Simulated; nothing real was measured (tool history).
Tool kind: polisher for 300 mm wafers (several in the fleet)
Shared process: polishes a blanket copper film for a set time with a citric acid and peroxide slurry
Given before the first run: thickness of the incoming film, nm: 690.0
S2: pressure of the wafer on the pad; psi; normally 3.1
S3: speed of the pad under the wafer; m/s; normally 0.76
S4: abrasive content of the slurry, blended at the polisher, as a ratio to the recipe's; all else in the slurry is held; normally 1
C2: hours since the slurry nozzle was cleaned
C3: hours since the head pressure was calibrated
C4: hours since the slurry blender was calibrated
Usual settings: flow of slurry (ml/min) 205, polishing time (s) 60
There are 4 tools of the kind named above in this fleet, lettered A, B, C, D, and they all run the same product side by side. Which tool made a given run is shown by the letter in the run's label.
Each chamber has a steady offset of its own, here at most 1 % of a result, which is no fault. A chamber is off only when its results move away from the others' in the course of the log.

Run 1D, hour 11.9: usual settings; wafers polished on this pad 610; C2 839.6; C3 239.1; C4 71.1. Result: film removed (angstrom) 1210.
Run 2C, hour 22.6: usual settings; wafers polished on this pad 138; C2 545.6; C3 783.3; C4 72.5. Result: film removed (angstrom) 1210.7.
Run 3A, hour 36: usual settings; wafers polished on this pad 317; C2 418.7; C3 291.4; C4 302.3. Result: film removed (angstrom) 1210.3.
Run 4B, hour 44.1: usual settings; wafers polished on this pad 290; C2 568.9; C3 300.8; C4 108.8. Result: film removed (angstrom) 1217.1.
At hour 45.9: chamber D: slurry nozzle cleaned.
At hour 54.2: chamber D: worn pad replaced by a new one.
Run 5B, hour 56.9: usual settings; wafers polished on this pad 366; C2 581.7; C3 313.6; C4 121.6. Result: film removed (angstrom) 1214.6.
Run 6A, hour 68: usual settings; wafers polished on this pad 507; C2 450.7; C3 323.4; C4 334.3. Result: film removed (angstrom) 1209.6.
Run 7D, hour 79.3: usual settings; wafers polished on this pad 149; C2 33.4; C3 306.5; C4 138.5. Result: film removed (angstrom) 1201.
At hour 82: chamber A: worn pad replaced by a new one.
Run 8C, hour 88.1: usual settings; wafers polished on this pad 528; C2 611.1; C3 848.8; C4 138. Result: film removed (angstrom) 1198.3.
At hour 90.8: chamber B: worn pad replaced by a new one.
Run 9D, hour 100.4: usual settings; wafers polished on this pad 275; C2 54.5; C3 327.6; C4 159.6. Result: film removed (angstrom) 1217.7.
Run 10A, hour 107.9: usual settings; wafers polished on this pad 154; C2 490.6; C3 363.3; C4 374.2. Result: film removed (angstrom) 1195.6.
At hour 113.1: chamber A: slurry blender recalibrated.
Run 11B, hour 121.3: usual settings; wafers polished on this pad 181; C2 646.1; C3 378; C4 186. Result: film removed (angstrom) 1206.2.
At hour 128.1: chamber D: slurry blender recalibrated.
At hour 131.2: chamber C: slurry blender recalibrated.
Run 12C, hour 133.8: usual settings; wafers polished on this pad 799; C2 656.8; C3 894.5; C4 2.7. Result: film removed (angstrom) 1206.4.
At hour 134.4: chamber A: head pressure recalibrated.
Run 13D, hour 141.1: usual settings; wafers polished on this pad 517; C2 95.2; C3 368.3; C4 13. Result: film removed (angstrom) 1214.3.
Run 14B, hour 153.1: usual settings; wafers polished on this pad 370; C2 677.9; C3 409.8; C4 217.8. Result: film removed (angstrom) 1200.6.
Run 15A, hour 159.8: usual settings; wafers polished on this pad 463; C2 542.5; C3 25.5; C4 46.8. Result: film removed (angstrom) 1117.9.
At hour 162.1: chamber C: worn pad replaced by a new one.
Run 16C, hour 166.4: usual settings; wafers polished on this pad 26; C2 689.4; C3 927.1; C4 35.3. Result: film removed (angstrom) 1203.6.
Run 17B, hour 176.2: usual settings; wafers polished on this pad 508; C2 701; C3 432.9; C4 240.9. Result: film removed (angstrom) 1212.3.
At hour 177.2: chamber A: worn pad replaced by a new one.
At hour 183.3: chamber A: slurry nozzle cleaned.
Run 18A, hour 189.5: usual settings; wafers polished on this pad 73; C2 6.2; C3 55.2; C4 76.5. Result: film removed (angstrom) 1112.7.
At hour 193.2: chamber D: worn pad replaced by a new one.
At hour 199.1: chamber B: slurry nozzle cleaned.
Run 19C, hour 202.9: usual settings; wafers polished on this pad 243; C2 725.9; C3 963.6; C4 71.8. Result: film removed (angstrom) 1202.9.
At hour 206.6: chamber B: worn pad replaced by a new one.
Run 20D, hour 215.6: usual settings; wafers polished on this pad 133; C2 169.7; C3 442.8; C4 87.5. Result: film removed (angstrom) 1213.6.
Run 21A, hour 225.7: usual settings but flow of slurry (ml/min) 150, S2 3.8 psi; wafers polished on this pad 288; C2 42.4; C3 91.4; C4 112.7. Result: film removed (angstrom) 1308.4.
At hour 229.8: chamber C: slurry nozzle cleaned.
Run 22B, hour 238.2: usual settings but flow of slurry (ml/min) 150, S2 3.8 psi; wafers polished on this pad 188; C2 39.2; C3 494.9; C4 302.9. Result: film removed (angstrom) 1414.3.
Run 23C, hour 247: usual settings but flow of slurry (ml/min) 150, S2 3.8 psi; wafers polished on this pad 505; C2 17.2; C3 1007.7; C4 115.9. Result: film removed (angstrom) 1380.5.
At hour 252.3: chamber A: worn pad replaced by a new one.
Run 24D, hour 260: usual settings but flow of slurry (ml/min) 150, S2 3.8 psi; wafers polished on this pad 397; C2 214.1; C3 487.2; C4 131.9. Result: film removed (angstrom) 1402.4.
Run 25B, hour 268.2: usual settings; wafers polished on this pad 366; C2 69.2; C3 524.9; C4 332.9. Result: film removed (angstrom) 1212.
Run 26A, hour 279.8: usual settings; wafers polished on this pad 163; C2 96.5; C3 145.5; C4 166.8. Result: film removed (angstrom) 1113.4.
Run 27C, hour 286.7: usual settings but S3 0.62 m/s, S4 1.25; wafers polished on this pad 741; C2 56.9; C3 1047.4; C4 155.6. Result: film removed (angstrom) 1053.
Run 28D, hour 295.7: usual settings but S3 0.62 m/s, S4 1.25; wafers polished on this pad 610; C2 249.8; C3 522.9; C4 167.6. Result: film removed (angstrom) 1044.4.
At hour 301.3: chamber C: head pressure recalibrated.
Run 29C, hour 303: usual settings but S3 0.62 m/s, S4 1.25; wafers polished on this pad 838; C2 73.2; C3 1.8; C4 171.9. Result: film removed (angstrom) 1040.9.
At hour 307: chamber B: worn pad replaced by a new one.
Run 30A, hour 310.7: usual settings but S3 0.62 m/s, S4 1.25; wafers polished on this pad 347; C2 127.4; C3 176.4; C4 197.7. Result: film removed (angstrom) 970.17.
At hour 315.9: chamber B: slurry blender recalibrated.
Run 31D, hour 319.6: usual settings; wafers polished on this pad 752; C2 273.7; C3 546.8; C4 191.5. Result: film removed (angstrom) 1216.3.
Run 32B, hour 329.7: usual settings; wafers polished on this pad 135; C2 130.7; C3 586.4; C4 13.8. Result: film removed (angstrom) 1208.9.
Run 33B, hour 336.1: usual settings but S3 0.66 m/s; wafers polished on this pad 173; C2 137.1; C3 592.8; C4 20.2. Result: film removed (angstrom) 1054.

All 4 chambers run these settings next. Forecast each chamber's results:
Run 34A, hour 345.7: usual settings but flow of slurry (ml/min) 260. Result: film removed (angstrom) ?.
Run 34B, hour 345.7: usual settings but flow of slurry (ml/min) 260. Result: film removed (angstrom) ?.
Run 34C, hour 345.7: usual settings but flow of slurry (ml/min) 260. Result: film removed (angstrom) ?.
Run 34D, hour 345.7: usual settings but flow of slurry (ml/min) 260. Result: film removed (angstrom) ?.

run  film removed (angstrom)
34A                   1155.3
34B                   1257.8
34C                   1241.3
34D                   1253.1

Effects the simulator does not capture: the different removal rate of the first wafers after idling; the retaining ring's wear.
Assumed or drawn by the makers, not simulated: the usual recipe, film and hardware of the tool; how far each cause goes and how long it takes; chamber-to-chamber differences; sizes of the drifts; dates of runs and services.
